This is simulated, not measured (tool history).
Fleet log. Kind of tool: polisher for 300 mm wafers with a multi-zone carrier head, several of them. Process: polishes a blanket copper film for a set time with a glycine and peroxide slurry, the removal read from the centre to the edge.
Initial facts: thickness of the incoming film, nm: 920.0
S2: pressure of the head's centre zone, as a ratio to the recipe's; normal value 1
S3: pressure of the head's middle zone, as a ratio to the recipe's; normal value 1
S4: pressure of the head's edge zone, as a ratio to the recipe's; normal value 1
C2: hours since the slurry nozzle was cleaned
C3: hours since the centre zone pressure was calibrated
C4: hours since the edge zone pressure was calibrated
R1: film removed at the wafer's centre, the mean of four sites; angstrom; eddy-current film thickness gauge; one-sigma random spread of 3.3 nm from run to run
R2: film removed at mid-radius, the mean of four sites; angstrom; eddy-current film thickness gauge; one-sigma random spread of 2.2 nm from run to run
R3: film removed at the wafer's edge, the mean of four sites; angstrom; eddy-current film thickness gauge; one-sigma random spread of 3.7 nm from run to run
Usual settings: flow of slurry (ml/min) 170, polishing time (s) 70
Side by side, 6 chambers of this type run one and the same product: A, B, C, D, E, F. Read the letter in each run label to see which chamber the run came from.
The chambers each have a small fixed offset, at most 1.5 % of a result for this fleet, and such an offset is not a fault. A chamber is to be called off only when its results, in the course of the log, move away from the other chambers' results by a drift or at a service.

At hour 0.7: chamber A: slurry nozzle cleaned.
Run 1A, hour 9: usual settings; wafers polished on this pad 662; C2 8.4; C3 556.5; C4 372.5. Result: R1 2676.4 angstrom, R2 2704 angstrom, R3 2763.9 angstrom.
At hour 10.1: chamber E: centre zone pressure recalibrated.
At hour 10.9: chamber C: worn pad replaced by a new one.
At hour 12.1: chamber A: worn pad replaced by a new one.
Run 2C, hour 14.6: usual settings; wafers polished on this pad 32; C2 472.2; C3 1197.5; C4 764.3. Result: R1 2660.5 angstrom, R2 2701.1 angstrom, R3 2715.6 angstrom.
At hour 15.9: chamber E: slurry nozzle cleaned.
Run 3F, hour 20: usual settings; wafers polished on this pad 401; C2 658.3; C3 604.7; C4 974.7. Result: R1 2702.6 angstrom, R2 2698.9 angstrom, R3 2783.7 angstrom.
Run 4D, hour 25.6: usual settings; wafers polished on this pad 776; C2 108.6; C3 326.4; C4 327.9. Result: R1 2710.5 angstrom, R2 2696.9 angstrom, R3 2740.1 angstrom.
Run 5B, hour 32: usual settings but S2 1.11, S4 1.07; wafers polished on this pad 818; C2 473.2; C3 157.9; C4 964.5. Result: R1 3023.7 angstrom, R2 2737.8 angstrom, R3 2815.3 angstrom.
At hour 37.4: chamber B: edge zone pressure recalibrated.
Run 6E, hour 41.9: usual settings but S2 1.11, S4 1.07; wafers polished on this pad 552; C2 26; C3 31.9; C4 352.9. Result: R1 3060 angstrom, R2 2675.7 angstrom, R3 2770.9 angstrom.
At hour 45.7: chamber F: worn pad replaced by a new one.
At hour 49.5: chamber B: slurry nozzle cleaned.
Run 7F, hour 51.7: usual settings but S2 1.11, S4 1.07; wafers polished on this pad 53; C2 690; C3 636.4; C4 1006.4. Result: R1 3043.7 angstrom, R2 2698.4 angstrom, R3 2859.6 angstrom.
Run 8D, hour 58.4: usual settings but S2 1.11, S4 1.07; wafers polished on this pad 1067; C2 141.4; C3 359.2; C4 360.7. Result: R1 3046 angstrom, R2 2652.2 angstrom, R3 2673.4 angstrom.
Run 9B, hour 68.6: usual settings but S2 1.11, S4 1.07; wafers polished on this pad 1143; C2 19.2; C3 194.5; C4 31.2. Result: R1 3028.6 angstrom, R2 2674 angstrom, R3 2805.1 angstrom.
Run 10C, hour 75.8: usual settings but S2 1.11, S4 1.07; wafers polished on this pad 576; C2 533.4; C3 1258.7; C4 825.5. Result: R1 3008.5 angstrom, R2 2734.7 angstrom, R3 2818.3 angstrom.
At hour 79.7: chamber F: slurry nozzle cleaned.
Run 11E, hour 84.6: usual settings but flow of slurry (ml/min) 115, S4 1.11; wafers polished on this pad 932; C2 68.7; C3 74.6; C4 395.6. Result: R1 2506.2 angstrom, R2 2463.9 angstrom, R3 2689.9 angstrom.
At hour 85.5: chamber A: worn pad replaced by a new one.
At hour 85.7: chamber B: worn pad replaced by a new one.
At hour 87.4: chamber C: edge zone pressure recalibrated.
At hour 88.5: chamber C: slurry nozzle cleaned.
Run 12A, hour 91.1: usual settings but flow of slurry (ml/min) 115, S4 1.11; wafers polished on this pad 50; C2 90.5; C3 638.6; C4 454.6. Result: R1 2473.1 angstrom, R2 2525.9 angstrom, R3 2675.9 angstrom.
At hour 94: chamber C: worn pad replaced by a new one.
Run 13C, hour 100.1: usual settings but flow of slurry (ml/min) 115, S4 1.11; wafers polished on this pad 54; C2 11.6; C3 1283; C4 12.7. Result: R1 2423.8 angstrom, R2 2515 angstrom, R3 2710.2 angstrom.
Run 14D, hour 107.1: usual settings but flow of slurry (ml/min) 115, S4 1.11; wafers polished on this pad 1500; C2 190.1; C3 407.9; C4 409.4. Result: R1 2412.2 angstrom, R2 2412.5 angstrom, R3 2579.4 angstrom.
At hour 108.4: chamber F: centre zone pressure recalibrated.
Run 15E, hour 114.2: usual settings but flow of slurry (ml/min) 115, S4 1.11; wafers polished on this pad 1194; C2 98.3; C3 104.2; C4 425.2. Result: R1 2481.8 angstrom, R2 2483 angstrom, R3 2680 angstrom.
Run 16B, hour 122.6: usual settings but flow of slurry (ml/min) 115, S4 1.11; wafers polished on this pad 328; C2 73.2; C3 248.5; C4 85.2. Result: R1 2540.5 angstrom, R2 2467.1 angstrom, R3 2700.3 angstrom.
At hour 126.2: chamber E: worn pad replaced by a new one.
At hour 129.2: chamber F: worn pad replaced by a new one.
Run 17A, hour 132.6: usual settings; wafers polished on this pad 418; C2 132; C3 680.1; C4 496.1. Result: R1 2673.9 angstrom, R2 2686.8 angstrom, R3 2721.3 angstrom.
Run 18F, hour 143.1: usual settings; wafers polished on this pad 124; C2 63.5; C3 34.7; C4 1097.8. Result: R1 2728.6 angstrom, R2 2684.8 angstrom, R3 2724.5 angstrom.
Run 19D, hour 150.2: usual settings; wafers polished on this pad 1883; C2 233.2; C3 451; C4 452.5. Result: R1 2617.2 angstrom, R2 2537.5 angstrom, R3 2606.4 angstrom.
Run 20A, hour 157.2: usual settings; wafers polished on this pad 637; C2 156.6; C3 704.7; C4 520.7. Result: R1 2641.4 angstrom, R2 2746.2 angstrom, R3 2730.6 angstrom.
At hour 161.2: chamber C: worn pad replaced by a new one.
Run 21E, hour 163.7: usual settings; wafers polished on this pad 333; C2 147.8; C3 153.7; C4 474.7. Result: R1 2731.1 angstrom, R2 2694.2 angstrom, R3 2675.3 angstrom.
At hour 164.9: chamber A: worn pad replaced by a new one.
Run 22F, hour 171.1: usual settings; wafers polished on this pad 372; C2 91.5; C3 62.7; C4 1125.8. Result: R1 2714.1 angstrom, R2 2668.7 angstrom, R3 2743.1 angstrom.
Run 23B, hour 181.8: usual settings; wafers polished on this pad 854; C2 132.4; C3 307.7; C4 144.4. Result: R1 2704 angstrom, R2 2672.3 angstrom, R3 2739.6 angstrom.
Run 24C, hour 190.5: usual settings; wafers polished on this pad 260; C2 102; C3 1373.4; C4 103.1. Result: R1 2689.4 angstrom, R2 2708.1 angstrom, R3 2692.7 angstrom.
Run 25A, hour 198.6: usual settings; wafers polished on this pad 299; C2 198; C3 746.1; C4 562.1. Result: R1 2687.3 angstrom, R2 2712.7 angstrom, R3 2726 angstrom.
At hour 200.5: chamber F: worn pad replaced by a new one.
Run 26B, hour 207.6: usual settings but S2 1.05, polishing time (s) 82; wafers polished on this pad 1083; C2 158.2; C3 333.5; C4 170.2. Result: R1 3301 angstrom, R2 3164.8 angstrom, R3 3185.6 angstrom.
Run 27D, hour 215.6: usual settings but S2 1.05, polishing time (s) 82; wafers polished on this pad 2464; C2 298.6; C3 516.4; C4 517.9. Result: R1 3162.6 angstrom, R2 2886.3 angstrom, R3 2899.2 angstrom.
Run 28E, hour 224.9: usual settings but S2 1.05, polishing time (s) 82; wafers polished on this pad 876; C2 209; C3 214.9; C4 535.9. Result: R1 3475.4 angstrom, R2 3161.1 angstrom, R3 3153 angstrom.
Run 29C, hour 231.4: usual settings but S2 1.05, polishing time (s) 82; wafers polished on this pad 624; C2 142.9; C3 1414.3; C4 144. Result: R1 3347.1 angstrom, R2 3145.6 angstrom, R3 3251.6 angstrom.
Run 30F, hour 242.1: usual settings but S2 1.05, polishing time (s) 82; wafers polished on this pad 369; C2 162.5; C3 133.7; C4 1196.8. Result: R1 3359.2 angstrom, R2 3129.9 angstrom, R3 3267.2 angstrom.
At hour 245.5: chamber A: worn pad replaced by a new one.
At hour 248.1: chamber C: worn pad replaced by a new one.
Run 31C, hour 249: usual settings but S2 1.05, polishing time (s) 82; wafers polished on this pad 8; C2 160.5; C3 1431.9; C4 161.6. Result: R1 3278.1 angstrom, R2 3213.7 angstrom, R3 3256.4 angstrom.
At hour 249.2: chamber B: worn pad replaced by a new one.
At hour 254.6: chamber A: slurry nozzle cleaned.
Run 32F, hour 255.9: usual settings; wafers polished on this pad 492; C2 176.3; C3 147.5; C4 1210.6. Result: R1 2715.3 angstrom, R2 2658.2 angstrom, R3 2664.7 angstrom.
Run 33D, hour 261.9: usual settings; wafers polished on this pad 2875; C2 344.9; C3 562.7; C4 564.2. Result: R1 2490.5 angstrom, R2 2445.2 angstrom, R3 2430.8 angstrom.
At hour 271.7: chamber F: worn pad replaced by a new one.
Run 34A, hour 272.3: usual settings but S2 0.9, S4 1.04; wafers polished on this pad 238; C2 17.7; C3 819.8; C4 635.8. Result: R1 2400.1 angstrom, R2 2713 angstrom, R3 2707.5 angstrom.
Run 35E, hour 283.4: usual settings but S2 0.9, S4 1.04; wafers polished on this pad 1396; C2 267.5; C3 273.4; C4 594.4. Result: R1 2404.4 angstrom, R2 2714 angstrom, R3 2732.4 angstrom.
Run 36B, hour 291.3: usual settings but S2 0.9, S4 1.04; wafers polished on this pad 374; C2 241.9; C3 417.2; C4 253.9. Result: R1 2417.3 angstrom, R2 2731.4 angstrom, R3 2734.4 angstrom.
Run 37F, hour 300.4: usual settings but S2 0.9, S4 1.04; wafers polished on this pad 255; C2 220.8; C3 192; C4 1255.1. Result: R1 2382.5 angstrom, R2 2693.3 angstrom, R3 2836.4 angstrom.
Run 38E, hour 305.7: usual settings but S2 0.9, S4 1.04; wafers polished on this pad 1594; C2 289.8; C3 295.7; C4 616.7. Result: R1 2420.3 angstrom, R2 2694.9 angstrom, R3 2715.6 angstrom.
Run 39D, hour 314.4: usual settings but S2 0.9, S4 1.04; wafers polished on this pad 3341; C2 397.4; C3 615.2; C4 616.7. Result: R1 2109.9 angstrom, R2 2362.5 angstrom, R3 2479.6 angstrom.

Which is it: a chamber that has drifted or been left off by a service, a gauge drift common to all chambers, or only each chamber's usual small offset? If a chamber is off, name it and its likeliest cause.

It is chamber D that slowly wanders off from its peers.
Cause: removal rate lost through wear of the pad, % = 11.4.
From this log alone, it may not be told apart from: slurry flow missing at the pad, %.

Chamber D could run next with any of the 4 candidate recipes listed below; each alters the usual settings, and their results appear as question marks. Which one brings its results back in line with what the other chambers deliver on the usual settings?
In line means no further than this from the other chambers' mean on the usual settings: R1 110 angstrom; R2 76 angstrom; R3 130 angstrom
Run 40D-1, hour 322.5: usual settings but flow of slurry (ml/min) 175, S3 1.01, polishing time (s) 78. Result: R1 ?, R2 ?, R3 ?.
Run 40D-2, hour 322.5: usual settings but flow of slurry (ml/min) 165, S3 0.99, polishing time (s) 57. Result: R1 ?, R2 ?, R3 ?.
Run 40D-3, hour 322.5: usual settings but flow of slurry (ml/min) 165, S3 0.99, polishing time (s) 62. Result: R1 ?, R2 ?, R3 ?.
Run 40D-4, hour 322.5: usual settings but flow of slurry (ml/min) 175, S2 0.99, S3 1.02, S4 1.01, polishing time (s) 85. Result: R1 ?, R2 ?, R3 ?.

On the usual settings, the other chambers give on average: R1 2703.3 angstrom; R2 2699.4 angstrom; R3 2707.1 angstrom
  run      R1      R2      R3
40D-1  2667.5    2675    2706
40D-2  1927.2  1900.1  1963.6
40D-3  2096.3  2066.7  2135.8
40D-4  2875.5  2941.7  2963.8
40D-1 is the one that brings the chamber's results back in line with the other chambers.
